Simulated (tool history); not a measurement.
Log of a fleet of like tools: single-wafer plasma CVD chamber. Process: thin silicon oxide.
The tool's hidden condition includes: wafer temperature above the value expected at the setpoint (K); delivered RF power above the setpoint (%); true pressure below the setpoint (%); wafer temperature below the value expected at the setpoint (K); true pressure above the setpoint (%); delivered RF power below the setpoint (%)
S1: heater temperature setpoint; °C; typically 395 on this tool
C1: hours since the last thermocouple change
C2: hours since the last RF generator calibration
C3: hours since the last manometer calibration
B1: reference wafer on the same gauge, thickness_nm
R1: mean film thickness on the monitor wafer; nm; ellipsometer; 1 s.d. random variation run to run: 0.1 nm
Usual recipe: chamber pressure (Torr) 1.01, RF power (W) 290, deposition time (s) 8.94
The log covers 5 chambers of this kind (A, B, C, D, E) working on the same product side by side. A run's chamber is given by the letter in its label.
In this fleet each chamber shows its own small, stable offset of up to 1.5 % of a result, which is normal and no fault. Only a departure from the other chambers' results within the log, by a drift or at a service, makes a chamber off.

Run 1A, hour 9.1: usual settings; C1 622.9; C2 514.7; C3 488.5; B1 21.732. Result: R1 19.464 nm.
Run 2E, hour 19.7: usual settings; C1 2453.2; C2 417.1; C3 1195.1; B1 21.673. Result: R1 19.894 nm.
Run 3D, hour 34.9: usual settings; C1 223.8; C2 657.2; C3 359.0; B1 21.693. Result: R1 19.724 nm.
Run 4B, hour 43.4: usual settings; C1 1648.4; C2 1161.5; C3 197.2; B1 21.669. Result: R1 19.589 nm.
Run 5C, hour 59.0: usual settings; C1 2924.6; C2 999.2; C3 1893.5; B1 21.690. Result: R1 19.647 nm.
At hour 62.6: chamber C: capacitance manometer re-zeroed and calibrated.
Run 6B, hour 69.9: usual settings but chamber pressure (Torr) 0.91, RF power (W) 265; C1 1674.9; C2 1188.0; C3 223.7; B1 21.708. Result: R1 17.372 nm.
Run 7A, hour 77.1: usual settings but chamber pressure (Torr) 0.91, RF power (W) 265; C1 690.9; C2 582.7; C3 556.5; B1 21.681. Result: R1 17.271 nm.
Run 8E, hour 86.3: usual settings but chamber pressure (Torr) 0.91, RF power (W) 265; C1 2519.8; C2 483.7; C3 1261.7; B1 21.716. Result: R1 17.726 nm.
Run 9D, hour 99.1: usual settings but chamber pressure (Torr) 0.91, RF power (W) 265; C1 288.0; C2 721.4; C3 423.2; B1 21.684. Result: R1 17.558 nm.
Run 10C, hour 115.0: usual settings but chamber pressure (Torr) 0.91, RF power (W) 265; C1 2980.6; C2 1055.2; C3 52.4; B1 21.696. Result: R1 17.468 nm.
Run 11E, hour 127.5: usual settings; C1 2561.0; C2 524.9; C3 1302.9; B1 21.743. Result: R1 19.840 nm.
Run 12C, hour 135.7: usual settings; C1 3001.3; C2 1075.9; C3 73.1; B1 21.659. Result: R1 19.784 nm.
Run 13B, hour 145.0: usual settings but RF power (W) 325; C1 1750.0; C2 1263.1; C3 298.8; B1 21.694. Result: R1 20.738 nm.
Run 14D, hour 161.3: usual settings but RF power (W) 325; C1 350.2; C2 783.6; C3 485.4; B1 21.664. Result: R1 20.843 nm.
Run 15A, hour 173.6: usual settings but RF power (W) 325; C1 787.4; C2 679.2; C3 653.0; B1 21.713. Result: R1 20.532 nm.
At hour 178.7: chamber D: RF generator calibrated.
Run 16E, hour 182.8: usual settings but RF power (W) 325; C1 2616.3; C2 580.2; C3 1358.2; B1 21.697. Result: R1 20.677 nm.
Run 17C, hour 199.0: usual settings but RF power (W) 325; C1 3064.6; C2 1139.2; C3 136.4; B1 21.695. Result: R1 20.745 nm.
At hour 210.3: chamber B: RF generator calibrated.
Run 18A, hour 211.6: usual settings; C1 825.4; C2 717.2; C3 691.0; B1 21.715. Result: R1 19.151 nm.
Run 19B, hour 219.4: usual settings but chamber pressure (Torr) 1.25, deposition time (s) 9.78; C1 1824.4; C2 9.1; C3 373.2; B1 21.694. Result: R1 24.467 nm.
At hour 221.9: chamber B: thermocouple changed; heater temperature recalibrated.
Run 20D, hour 228.2: usual settings but chamber pressure (Torr) 1.25, deposition time (s) 9.78; C1 417.1; C2 49.5; C3 552.3; B1 21.710. Result: R1 24.573 nm.
Run 21A, hour 237.5: usual settings but chamber pressure (Torr) 1.25, deposition time (s) 9.78; C1 851.3; C2 743.1; C3 716.9; B1 21.688. Result: R1 24.198 nm.
Run 22B, hour 251.2: usual settings but chamber pressure (Torr) 1.25, deposition time (s) 9.78; C1 29.4; C2 40.9; C3 405.0; B1 21.691. Result: R1 24.626 nm.
Run 23E, hour 265.9: usual settings but chamber pressure (Torr) 1.25, deposition time (s) 9.78; C1 2699.4; C2 663.3; C3 1441.3; B1 21.698. Result: R1 24.809 nm.
At hour 280.6: chamber E: thermocouple changed; heater temperature recalibrated.
Run 24C, hour 281.6: usual settings but RF power (W) 260; C1 3147.2; C2 1221.8; C3 219.0; B1 21.688. Result: R1 18.937 nm.
Run 25D, hour 289.1: usual settings but RF power (W) 260; C1 478.0; C2 110.4; C3 613.2; B1 21.705. Result: R1 18.774 nm.
Run 26D, hour 297.9: usual settings but RF power (W) 260; C1 486.8; C2 119.2; C3 622.0; B1 21.723. Result: R1 18.820 nm.
Run 27C, hour 311.3: usual settings but RF power (W) 260; C1 3176.9; C2 1251.5; C3 248.7; B1 21.695. Result: R1 18.817 nm.
Run 28A, hour 319.8: usual settings but RF power (W) 260; C1 933.6; C2 825.4; C3 799.2; B1 21.673. Result: R1 18.053 nm.
Run 29B, hour 332.1: usual settings; C1 110.3; C2 121.8; C3 485.9; B1 21.709. Result: R1 19.590 nm.
At hour 345.9: chamber C: thermocouple changed; heater temperature recalibrated.
Run 30E, hour 347.3: usual settings; C1 66.7; C2 744.7; C3 1522.7; B1 21.687. Result: R1 19.871 nm.
Run 31C, hour 359.8: usual settings but S1 401 °C; C1 13.9; C2 1300.0; C3 297.2; B1 21.717. Result: R1 19.696 nm.
Run 32A, hour 374.9: usual settings but S1 401 °C; C1 988.7; C2 880.5; C3 854.3; B1 21.710. Result: R1 18.849 nm.
Run 33B, hour 389.0: usual settings but S1 401 °C; C1 167.2; C2 178.7; C3 542.8; B1 21.695. Result: R1 19.665 nm.
Run 34D, hour 403.4: usual settings but S1 401 °C; C1 592.3; C2 224.7; C3 727.5; B1 21.674. Result: R1 19.875 nm.
Run 35E, hour 418.8: usual settings but S1 401 °C; C1 138.2; C2 816.2; C3 1594.2; B1 21.697. Result: R1 19.649 nm.
Run 36A, hour 434.3: usual settings; C1 1048.1; C2 939.9; C3 913.7; B1 21.735. Result: R1 18.714 nm.
Run 37E, hour 444.7: usual settings; C1 164.1; C2 842.1; C3 1620.1; B1 21.708. Result: R1 19.765 nm.

Each of the 5 chambers runs these same settings next. Fill in every chamber's results:
Run 38A, hour 456.6: usual settings. Result: R1 ?.
Run 38B, hour 456.6: usual settings. Result: R1 ?.
Run 38C, hour 456.6: usual settings. Result: R1 ?.
Run 38D, hour 456.6: usual settings. Result: R1 ?.
Run 38E, hour 456.6: usual settings. Result: R1 ?.

run      R1
38A  18.601
38B  19.679
38C  19.783
38D  19.818
38E  19.865

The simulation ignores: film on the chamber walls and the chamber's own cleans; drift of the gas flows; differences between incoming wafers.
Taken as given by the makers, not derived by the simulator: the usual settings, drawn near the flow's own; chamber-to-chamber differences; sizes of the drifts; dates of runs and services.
